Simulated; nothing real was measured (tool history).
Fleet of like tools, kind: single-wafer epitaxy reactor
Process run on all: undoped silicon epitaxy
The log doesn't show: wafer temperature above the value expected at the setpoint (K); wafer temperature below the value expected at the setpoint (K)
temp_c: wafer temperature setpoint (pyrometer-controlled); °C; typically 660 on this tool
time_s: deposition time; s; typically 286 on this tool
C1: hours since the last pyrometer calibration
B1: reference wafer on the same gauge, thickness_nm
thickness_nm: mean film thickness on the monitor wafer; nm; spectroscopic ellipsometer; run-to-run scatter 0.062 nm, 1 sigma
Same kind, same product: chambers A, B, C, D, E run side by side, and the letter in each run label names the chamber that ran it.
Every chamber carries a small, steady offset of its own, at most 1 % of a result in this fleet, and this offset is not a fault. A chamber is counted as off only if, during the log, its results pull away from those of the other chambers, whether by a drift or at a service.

{"run": "1C", "hour": 3.4, "temp_c": 660, "time_s": 286, "C1": 1245.6, "B1": 60.694, "thickness_nm": 59.409}
{"run": "2A", "hour": 7.2, "temp_c": 660, "time_s": 286, "C1": 405.5, "B1": 60.72, "thickness_nm": 59.482}
{"run": "3E", "hour": 13.5, "temp_c": 660, "time_s": 286, "C1": 1338.2, "B1": 60.718, "thickness_nm": 59.803}
{"run": "4B", "hour": 17.7, "temp_c": 660, "time_s": 286, "C1": 1076, "B1": 60.72, "thickness_nm": 59.231}
{"run": "5D", "hour": 22.1, "temp_c": 660, "time_s": 286, "C1": 825.4, "B1": 60.728, "thickness_nm": 59.778}
{"run": "6C", "hour": 27.8, "temp_c": 660, "time_s": 286, "C1": 1270, "B1": 60.73, "thickness_nm": 59.582}
{"hour": 32.8, "done": "chamber D: pyrometer calibrated"}
{"run": "7E", "hour": 34.1, "temp_c": 660, "time_s": 286, "C1": 1358.8, "B1": 60.744, "thickness_nm": 59.843}
{"run": "8A", "hour": 37.3, "temp_c": 660, "time_s": 286, "C1": 435.6, "B1": 60.74, "thickness_nm": 59.472}
{"run": "9D", "hour": 42.5, "temp_c": 660, "time_s": 286, "C1": 9.7, "B1": 60.76, "thickness_nm": 59.928}
{"run": "10B", "hour": 47.1, "temp_c": 660, "time_s": 286, "C1": 1105.4, "B1": 60.753, "thickness_nm": 59.201}
{"run": "11A", "hour": 54.0, "temp_c": 660, "time_s": 255, "C1": 452.3, "B1": 60.766, "thickness_nm": 53.083}
{"run": "12B", "hour": 60.0, "temp_c": 660, "time_s": 255, "C1": 1118.3, "B1": 60.772, "thickness_nm": 52.823}
{"run": "13C", "hour": 64.3, "temp_c": 660, "time_s": 255, "C1": 1306.5, "B1": 60.78, "thickness_nm": 53.128}
{"run": "14E", "hour": 67.4, "temp_c": 660, "time_s": 255, "C1": 1392.1, "B1": 60.796, "thickness_nm": 53.478}
{"run": "15D", "hour": 73.3, "temp_c": 660, "time_s": 255, "C1": 40.5, "B1": 60.791, "thickness_nm": 53.435}
{"run": "16C", "hour": 77.0, "temp_c": 660, "time_s": 286, "C1": 1319.2, "B1": 60.795, "thickness_nm": 59.561}
{"run": "17A", "hour": 84.0, "temp_c": 660, "time_s": 286, "C1": 482.3, "B1": 60.804, "thickness_nm": 59.532}
{"run": "18D", "hour": 88.7, "temp_c": 660, "time_s": 286, "C1": 55.9, "B1": 60.816, "thickness_nm": 59.842}
{"run": "19B", "hour": 93.9, "temp_c": 660, "time_s": 286, "C1": 1152.2, "B1": 60.81, "thickness_nm": 59.167}
{"run": "20E", "hour": 97.8, "temp_c": 660, "time_s": 286, "C1": 1422.5, "B1": 60.811, "thickness_nm": 59.886}
{"run": "21A", "hour": 102.2, "temp_c": 660, "time_s": 256, "C1": 500.5, "B1": 60.822, "thickness_nm": 53.434}
{"run": "22B", "hour": 105.8, "temp_c": 660, "time_s": 256, "C1": 1164.1, "B1": 60.833, "thickness_nm": 53.132}
{"run": "23C", "hour": 112.1, "temp_c": 660, "time_s": 256, "C1": 1354.3, "B1": 60.833, "thickness_nm": 53.355}
{"run": "24D", "hour": 119.1, "temp_c": 660, "time_s": 256, "C1": 86.3, "B1": 60.842, "thickness_nm": 53.622}
{"run": "25E", "hour": 125.8, "temp_c": 660, "time_s": 256, "C1": 1450.5, "B1": 60.854, "thickness_nm": 53.675}
{"run": "26E", "hour": 128.9, "temp_c": 660, "time_s": 286, "C1": 1453.6, "B1": 60.853, "thickness_nm": 60.088}
{"run": "27A", "hour": 134.3, "temp_c": 660, "time_s": 286, "C1": 532.6, "B1": 60.858, "thickness_nm": 59.603}
{"run": "28B", "hour": 140.8, "temp_c": 660, "time_s": 286, "C1": 1199.1, "B1": 60.859, "thickness_nm": 59.358}
{"run": "29D", "hour": 145.5, "temp_c": 660, "time_s": 286, "C1": 112.7, "B1": 60.874, "thickness_nm": 60.041}
{"run": "30C", "hour": 149.7, "temp_c": 660, "time_s": 286, "C1": 1391.9, "B1": 60.88, "thickness_nm": 59.654}
{"run": "31A", "hour": 153.2, "temp_c": 660, "time_s": 286, "C1": 551.5, "B1": 60.892, "thickness_nm": 59.605}
{"run": "32E", "hour": 159.5, "temp_c": 660, "time_s": 286, "C1": 1484.2, "B1": 60.885, "thickness_nm": 59.966}
{"run": "33D", "hour": 163.5, "temp_c": 660, "time_s": 286, "C1": 130.7, "B1": 60.897, "thickness_nm": 59.943}
{"run": "34C", "hour": 168.5, "temp_c": 673, "time_s": 250, "C1": 1410.7, "B1": 60.899, "thickness_nm": 68.95}
{"run": "35B", "hour": 174.5, "temp_c": 673, "time_s": 250, "C1": 1232.8, "B1": 60.906, "thickness_nm": 68.423}
{"run": "36D", "hour": 181.1, "temp_c": 673, "time_s": 250, "C1": 148.3, "B1": 60.927, "thickness_nm": 69.197}
{"run": "37E", "hour": 187.3, "temp_c": 673, "time_s": 250, "C1": 1512, "B1": 60.925, "thickness_nm": 69.159}
{"run": "38C", "hour": 192.9, "temp_c": 673, "time_s": 250, "C1": 1435.1, "B1": 60.914, "thickness_nm": 68.802}
{"run": "39B", "hour": 196.0, "temp_c": 660, "time_s": 286, "C1": 1254.3, "B1": 60.933, "thickness_nm": 59.338}
{"run": "40A", "hour": 200.7, "temp_c": 660, "time_s": 286, "C1": 599, "B1": 60.928, "thickness_nm": 59.746}
{"run": "41C", "hour": 204.5, "temp_c": 660, "time_s": 286, "C1": 1446.7, "B1": 60.952, "thickness_nm": 59.727}
{"run": "42B", "hour": 208.3, "temp_c": 660, "time_s": 286, "C1": 1266.6, "B1": 60.946, "thickness_nm": 59.366}
{"run": "43A", "hour": 212.8, "temp_c": 660, "time_s": 286, "C1": 611.1, "B1": 60.958, "thickness_nm": 59.694}

Does one chamber stand apart from the rest, does the shared gauge drift, or is all well apart from small per-chamber offsets? Give the chamber and the most likely cause, where there is one.

The shared gauge is drifting. All chambers look as if they move in step, but none is off.
Likeliest cause: gauge reads high (%) = 0.424.
